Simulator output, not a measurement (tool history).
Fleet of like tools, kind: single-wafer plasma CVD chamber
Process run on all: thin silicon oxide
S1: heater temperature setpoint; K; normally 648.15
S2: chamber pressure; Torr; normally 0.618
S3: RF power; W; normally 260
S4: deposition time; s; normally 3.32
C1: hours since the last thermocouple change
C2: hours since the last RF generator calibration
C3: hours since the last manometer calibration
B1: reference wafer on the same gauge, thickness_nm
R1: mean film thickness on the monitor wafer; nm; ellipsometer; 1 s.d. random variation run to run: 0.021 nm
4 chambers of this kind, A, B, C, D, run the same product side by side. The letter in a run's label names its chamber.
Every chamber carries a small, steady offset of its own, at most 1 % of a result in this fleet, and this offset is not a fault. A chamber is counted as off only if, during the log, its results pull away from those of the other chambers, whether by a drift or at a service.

run	hour	S1	S2	S3	S4	C1	C2	C3	B1	R1
1B	7.5	648.15	0.618	260	3.32	505.5	1483.3	949.7	5.2652	4.4856
2A	17.6	648.15	0.618	260	3.32	2100.2	2363.9	674.0	5.2730	4.4906
3C	25.1	648.15	0.618	260	3.32	721.0	1574.6	659.7	5.2688	4.4520
4D	33.7	648.15	0.618	260	3.32	436.3	502.7	130.7	5.2664	4.4897
5A	42.7	648.15	0.618	260	3.32	2125.3	2389.0	699.1	5.2722	4.5175
6C	55.5	648.15	0.618	260	3.32	751.4	1605.0	690.1	5.2629	4.4613
# hour 63.2: chamber A: RF generator calibrated
7D	67.3	648.15	0.618	260	3.32	469.9	536.3	164.3	5.2774	4.4509
8B	76.8	648.15	0.618	260	3.32	574.8	1552.6	1019.0	5.2722	4.4723
9B	88.7	648.15	0.618	260	3.32	586.7	1564.5	1030.9	5.2666	4.4797
10C	99.0	648.15	0.618	260	3.32	794.9	1648.5	733.6	5.2742	4.4675
11D	108.0	648.15	0.476	260	3.68	510.6	577.0	205.0	5.2770	3.7242
12A	119.0	648.15	0.476	260	3.68	2201.6	55.9	775.4	5.2680	3.7315
13C	133.6	648.15	0.476	260	3.68	829.5	1683.1	768.2	5.2696	3.6931
14D	140.9	648.15	0.476	260	3.68	543.5	609.9	237.9	5.2745	3.7025
15B	155.5	648.15	0.618	260	3.32	653.5	1631.3	1097.7	5.2726	4.5183
16A	165.7	648.15	0.618	260	3.32	2248.3	102.6	822.1	5.2675	4.4770
17B	178.7	648.15	0.618	260	3.32	676.7	1654.5	1120.9	5.2735	4.4593
18C	192.6	648.15	0.618	260	3.32	888.5	1742.1	827.2	5.2722	4.4499
19A	200.3	648.15	0.618	260	3.32	2282.9	137.2	856.7	5.2653	4.4764
20D	208.2	648.15	0.618	240	3.32	610.8	677.2	305.2	5.2676	4.2684
21B	219.6	648.15	0.618	240	3.32	717.6	1695.4	1161.8	5.2733	4.3424
# hour 222.0: chamber B: capacitance manometer re-zeroed and calibrated
22C	233.5	648.15	0.618	240	3.32	929.4	1783.0	868.1	5.2697	4.3271
23A	246.8	648.15	0.618	240	3.32	2329.4	183.7	903.2	5.2749	4.3157
24D	254.2	648.15	0.618	260	3.32	656.8	723.2	351.2	5.2674	4.4774
# hour 256.7: chamber A: thermocouple changed; heater temperature recalibrated
25D	261.8	648.15	0.618	260	3.32	664.4	730.8	358.8	5.2698	4.4510
26B	273.5	648.15	0.723	260	2.79	771.5	1749.3	51.6	5.2667	4.4151
27A	286.5	648.15	0.723	260	2.79	29.9	223.4	942.9	5.2613	4.4424
28C	302.4	648.15	0.723	260	2.79	998.3	1851.9	937.0	5.2721	4.4525
# hour 302.5: chamber C: RF generator calibrated
29B	317.8	648.15	0.723	260	2.79	815.8	1793.6	95.9	5.2673	4.4494
30D	327.8	648.15	0.618	260	3.32	730.4	796.8	424.8	5.2716	4.4360
31A	342.5	648.15	0.618	260	3.32	85.9	279.4	998.9	5.2683	4.4708
32C	355.1	648.15	0.704	260	3.32	1051.0	52.7	989.7	5.2697	5.1727
33B	367.8	648.15	0.704	260	3.32	865.8	1843.6	145.9	5.2758	5.1200
34D	377.9	648.15	0.704	260	3.32	780.5	846.9	474.9	5.2757	5.1002
35C	388.0	648.15	0.704	260	3.32	1083.9	85.6	1022.6	5.2709	5.1745
36A	397.9	648.15	0.618	260	3.32	141.3	334.8	1054.3	5.2709	4.4978
37C	408.6	648.15	0.618	260	3.32	1104.5	106.2	1043.2	5.2612	4.4612
38D	420.2	648.15	0.618	260	3.32	822.8	889.2	517.2	5.2685	4.4433

The same settings go to every chamber for the next run, one line per chamber below. Forecast the results for each:
39A	432.1	655.15	0.618	260	3.32					?
39B	432.1	655.15	0.618	260	3.32					?
39C	432.1	655.15	0.618	260	3.32					?
39D	432.1	655.15	0.618	260	3.32					?

run	R1
39A	4.4835
39B	4.4164
39C	4.4500
39D	4.4224
